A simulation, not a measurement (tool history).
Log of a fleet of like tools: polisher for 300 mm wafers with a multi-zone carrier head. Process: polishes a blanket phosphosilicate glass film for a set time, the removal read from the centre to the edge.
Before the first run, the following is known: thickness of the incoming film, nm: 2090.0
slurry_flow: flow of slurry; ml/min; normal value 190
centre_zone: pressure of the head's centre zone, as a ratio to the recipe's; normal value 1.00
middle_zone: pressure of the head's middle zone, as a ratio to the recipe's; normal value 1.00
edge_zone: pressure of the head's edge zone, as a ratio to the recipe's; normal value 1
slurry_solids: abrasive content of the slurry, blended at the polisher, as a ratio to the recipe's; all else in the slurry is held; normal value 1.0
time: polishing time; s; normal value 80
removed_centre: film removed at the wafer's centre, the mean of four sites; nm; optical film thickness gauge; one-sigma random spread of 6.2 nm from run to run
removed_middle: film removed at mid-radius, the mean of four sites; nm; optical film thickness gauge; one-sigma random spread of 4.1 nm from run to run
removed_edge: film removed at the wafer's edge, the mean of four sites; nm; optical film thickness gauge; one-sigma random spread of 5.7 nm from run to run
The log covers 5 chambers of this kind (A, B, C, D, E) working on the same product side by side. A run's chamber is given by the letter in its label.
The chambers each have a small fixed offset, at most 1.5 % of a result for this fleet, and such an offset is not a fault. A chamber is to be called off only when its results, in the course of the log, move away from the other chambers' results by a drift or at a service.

run,day,slurry_flow,centre_zone,middle_zone,edge_zone,slurry_solids,time,wafers polished on this pad,hours since the slurry nozzle was cleaned,hours since the centre zone pressure was calibrated,hours since the edge zone pressure was calibrated,removed_centre,removed_middle,removed_edge
1C,0.271,190,1.00,1.00,1,1.0,80,194,308.6,304.4,565.7,497.72,492.43,502.82
2E,0.429,190,1.00,1.00,1,1.0,80,994,357.0,253.2,63.0,485.64,479.85,496.75
3B,0.738,190,1.00,1.00,1,1.0,80,528,392.7,233.8,644.1,495.86,491.61,480.91
4D,1.021,190,1.00,1.00,1,1.0,80,1191,507.7,483.4,196.5,498.05,490.59,488.84
5A,1.254,190,0.93,0.91,1,1.0,80,374,284.1,71.8,145.9,455.00,457.58,490.50
# day 1.396: chamber D: worn pad replaced by a new one
6C,1.533,190,0.93,0.91,1,1.0,80,441,338.9,334.7,596.0,447.03,457.20,482.33
7A,1.758,190,0.93,0.91,1,1.0,80,473,296.2,83.9,158.0,455.45,455.96,494.10
8D,2.000,190,0.93,0.91,1,1.0,80,118,531.2,506.9,220.0,451.61,456.06,494.92
9B,2.225,190,0.93,0.91,1,1.0,80,819,428.4,269.5,679.8,431.17,434.69,472.29
10E,2.375,190,1.00,1.00,1,1.0,80,1375,403.7,299.9,109.7,490.66,485.48,489.48
11B,2.596,190,1.00,1.00,1,1.1,80,892,437.3,278.4,688.7,486.01,493.36,490.23
12A,2.896,190,1.00,1.00,1,1.1,80,696,323.5,111.2,185.3,500.87,521.93,514.31
# day 2.946: chamber E: worn pad replaced by a new one
13D,3.062,190,1.00,1.00,1,1.1,80,326,556.7,532.4,245.5,528.56,515.87,514.00
# day 3.092: chamber A: worn pad replaced by a new one
14E,3.300,190,1.00,1.00,1,1.1,80,70,425.9,322.1,131.9,504.00,508.83,508.22
# day 3.404: chamber D: slurry nozzle cleaned
15C,3.454,190,1.00,1.00,1,1.1,80,818,385.0,380.8,642.1,503.55,513.35,506.01
16B,3.700,190,1.00,1.00,1,1.0,80,1108,463.8,304.9,715.2,476.54,466.76,461.17
17D,3.962,190,1.00,1.00,1,1.0,80,502,13.5,554.0,267.1,494.02,495.89,493.90
# day 4.004: chamber D: centre zone pressure recalibrated
# day 4.088: chamber B: slurry nozzle cleaned
18C,4.138,190,1.00,1.00,1,1.0,80,952,401.4,397.2,658.5,480.56,491.60,503.54
19A,4.425,190,1.00,1.00,1,1.0,80,261,360.2,147.9,222.0,492.60,493.03,487.81
# day 4.725: chamber C: centre zone pressure recalibrated
20E,4.738,190,1.00,1.10,1,1.0,80,351,460.4,356.6,166.4,500.86,525.01,497.00
21B,5.008,190,1.00,1.10,1,1.0,80,1364,22.1,336.3,746.6,460.66,499.05,460.00
22E,5.325,190,1.00,1.10,1,1.0,80,466,474.5,370.7,180.5,491.65,525.93,482.60
23A,5.529,190,1.00,1.10,1,1.0,80,478,386.7,174.4,248.5,491.19,536.88,487.16
24C,5.796,190,1.00,1.10,1,1.0,80,1277,441.2,25.7,698.3,485.53,541.55,499.21
25D,5.979,190,1.00,1.00,1,1.0,80,898,61.9,47.5,315.5,491.64,492.93,499.40
26B,6.121,190,1.00,1.00,1,1.0,80,1582,48.8,363.0,773.3,452.18,449.22,448.33
27D,6.358,190,1.00,1.00,1,1.0,80,972,71.0,56.6,324.6,491.53,485.07,489.97
# day 6.500: chamber A: worn pad replaced by a new one
28A,6.596,190,1.00,1.00,1,1.0,80,19,412.3,200.0,274.1,492.70,493.46,494.03
# day 6.638: chamber C: worn pad replaced by a new one
# day 6.638: chamber E: slurry nozzle cleaned
29C,6.800,190,1.00,1.00,1,1.0,80,32,465.3,49.8,722.4,488.04,494.64,484.68
30E,7.042,155,1.00,1.00,1,0.8,80,803,9.7,411.9,221.7,428.26,416.03,427.72
31C,7.229,155,1.00,1.00,1,0.8,80,116,475.6,60.1,732.7,426.61,426.86,432.24

For the next run the whole fleet of 5 chambers uses the same settings. Give each chamber's results:
32A,7.458,190,1.00,1.00,1,1.0,80,,,,,?,?,?
32B,7.458,190,1.00,1.00,1,1.0,80,,,,,?,?,?
32C,7.458,190,1.00,1.00,1,1.0,80,,,,,?,?,?
32D,7.458,190,1.00,1.00,1,1.0,80,,,,,?,?,?
32E,7.458,190,1.00,1.00,1,1.0,80,,,,,?,?,?

run,removed_centre,removed_middle,removed_edge
32A,496.92,489.52,492.06
32B,427.62,435.21,441.83
32C,498.87,496.27,498.02
32D,489.05,494.85,492.15
32E,505.15,476.57,497.49
